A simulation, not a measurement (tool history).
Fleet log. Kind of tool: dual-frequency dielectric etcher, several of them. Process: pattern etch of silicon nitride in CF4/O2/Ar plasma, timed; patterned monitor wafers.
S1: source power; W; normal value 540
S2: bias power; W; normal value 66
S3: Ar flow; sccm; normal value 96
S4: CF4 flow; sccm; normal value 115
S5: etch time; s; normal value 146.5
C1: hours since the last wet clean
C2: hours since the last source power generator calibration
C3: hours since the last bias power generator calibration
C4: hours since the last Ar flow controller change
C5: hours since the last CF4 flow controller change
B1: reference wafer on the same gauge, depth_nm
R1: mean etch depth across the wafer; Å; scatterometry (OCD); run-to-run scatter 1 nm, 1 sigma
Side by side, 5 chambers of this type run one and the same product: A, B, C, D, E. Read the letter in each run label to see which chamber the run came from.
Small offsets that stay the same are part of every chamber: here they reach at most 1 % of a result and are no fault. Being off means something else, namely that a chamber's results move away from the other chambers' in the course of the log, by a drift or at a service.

run,hour,S1,S2,S3,S4,S5,C1,C2,C3,C4,C5,B1,R1
1C,7.1,540,66,96,115,146.5,85.4,914.4,1913.1,1725.5,984.3,370.90,3378.5
# hour 16.4: chamber B: wet clean of the chamber
2D,16.8,540,66,96,115,146.5,241.6,935.4,2926.2,4544.5,2017.6,371.06,3388.2
3B,26.5,540,66,96,115,146.5,10.1,2135.6,438.4,2707.5,1325.4,370.96,3380.6
4E,33.1,540,66,96,115,146.5,298.1,2081.3,1763.8,1493.0,2868.0,371.17,3388.4
5A,44.9,540,66,96,115,146.5,136.3,2163.5,737.3,84.5,2592.4,370.98,3337.3
6E,54.0,540,66,96,115,146.5,319.0,2102.2,1784.7,1513.9,2888.9,370.95,3364.6
7B,60.9,540,66,96,115,146.5,44.5,2170.0,472.8,2741.9,1359.8,370.84,3383.3
8A,72.1,540,66,96,115,146.5,163.5,2190.7,764.5,111.7,2619.6,371.03,3354.7
9C,83.5,540,66,96,115,146.5,161.8,990.8,1989.5,1801.9,1060.7,370.79,3377.4
10D,94.5,540,66,96,115,146.5,319.3,1013.1,3003.9,4622.2,2095.3,371.08,3409.7
11B,102.4,540,66,85,134,146.5,86.0,2211.5,514.3,2783.4,1401.3,371.11,3489.8
12E,108.8,540,66,85,134,146.5,373.8,2157.0,1839.5,1568.7,2943.7,371.00,3474.6
13D,120.7,540,66,85,134,146.5,345.5,1039.3,3030.1,4648.4,2121.5,371.00,3492.2
14A,132.2,540,66,85,134,146.5,223.6,2250.8,824.6,171.8,2679.7,370.94,3447.0
15C,144.1,540,66,85,134,146.5,222.4,1051.4,2050.1,1862.5,1121.3,371.19,3466.7
16A,150.6,540,66,96,115,146.5,242.0,2269.2,843.0,190.2,2698.1,370.84,3369.7
17C,161.1,440,66,105,115,146.5,239.4,1068.4,2067.1,1879.5,1138.3,370.85,2784.2
# hour 167.1: chamber E: wet clean of the chamber
18B,170.4,440,66,105,115,146.5,154.0,2279.5,582.3,2851.4,1469.3,371.08,2856.3
19D,177.5,440,66,105,115,146.5,402.3,1096.1,3086.9,4705.2,2178.3,370.77,2805.2
20E,186.3,440,66,105,115,146.5,19.3,2234.5,1917.0,1646.2,3021.2,371.00,2781.9
21B,194.5,440,66,105,115,146.5,178.1,2303.6,606.4,2875.5,1493.4,370.75,2847.6
22A,202.6,540,66,96,115,146.5,294.0,2321.2,895.0,242.2,2750.1,370.97,3368.7
23C,208.7,540,66,96,115,146.5,287.0,1116.0,2114.7,1927.1,1185.9,371.31,3375.9
24E,214.7,540,66,96,115,146.5,47.7,2262.9,1945.4,1674.6,3049.6,371.14,3359.5
25D,225.7,540,66,96,115,146.5,450.5,1144.3,3135.1,4753.4,2226.5,370.70,3407.2
26C,234.2,540,66,88,93,146.5,312.5,1141.5,2140.2,1952.6,1211.4,370.84,3325.7
# hour 236.4: chamber E: bias power generator calibrated
# hour 241.6: chamber A: wet clean of the chamber
27D,242.6,540,66,88,93,146.5,467.4,1161.2,3152.0,4770.3,2243.4,371.05,3335.8
28B,252.7,540,66,88,93,146.5,236.3,2361.8,664.6,2933.7,1551.6,371.00,3434.2
29A,263.6,540,66,88,93,146.5,22.0,2382.2,956.0,303.2,2811.1,370.84,3307.4
30E,269.7,540,66,88,93,146.5,102.7,2317.9,33.3,1729.6,3104.6,371.13,3313.6
31D,281.4,540,66,96,115,146.5,506.2,1200.0,3190.8,4809.1,2282.2,370.84,3390.3
32E,291.6,540,66,96,115,146.5,124.6,2339.8,55.2,1751.5,3126.5,370.98,3375.2
33C,302.3,540,66,96,115,146.5,380.6,1209.6,2208.3,2020.7,1279.5,371.10,3389.5
34B,313.0,540,66,96,115,146.5,296.6,2422.1,724.9,2994.0,1611.9,371.21,3517.0
# hour 320.8: chamber E: CF4 flow controller replaced
35A,321.1,540,66,96,115,146.5,79.5,2439.7,1013.5,360.7,2868.6,370.97,3360.2
36E,331.0,540,66,96,115,146.5,164.0,2379.2,94.6,1790.9,10.3,370.73,3364.0
37C,338.0,540,66,96,115,146.5,416.3,1245.3,2244.0,2056.4,1315.2,371.05,3372.3

Is one chamber off against the others, does the gauge drift, or is nothing wrong? If a chamber is off, say which, and what the likeliest cause is.

It is chamber B that slowly wanders off from its peers.
Likeliest cause: source power that arrives over what is set, % = 4.3.
The log may not separate it from: etch rate over this chamber's usual, %.

Which of the 4 candidates below, each the usual settings with something changed and its results left as question marks, puts chamber B back in line with what the other chambers give on the usual settings?
In line here means within this much of the mean the other chambers give on the usual settings: R1 36.0 Å
38B-1,346.6,530,66,96,115,143.0,,,,,,,?
38B-2,346.6,540,66,96,115,156.0,,,,,,,?
38B-3,346.6,540,56,96,110,146.5,,,,,,,?
38B-4,346.6,550,66,96,115,150.0,,,,,,,?

Mean of the other chambers on the usual settings: R1 3372.5 Å
run,R1
38B-1,3365.0
38B-2,3731.3
38B-3,3277.8
38B-4,3645.8
With 38B-1, the chamber falls back in line with the rest.
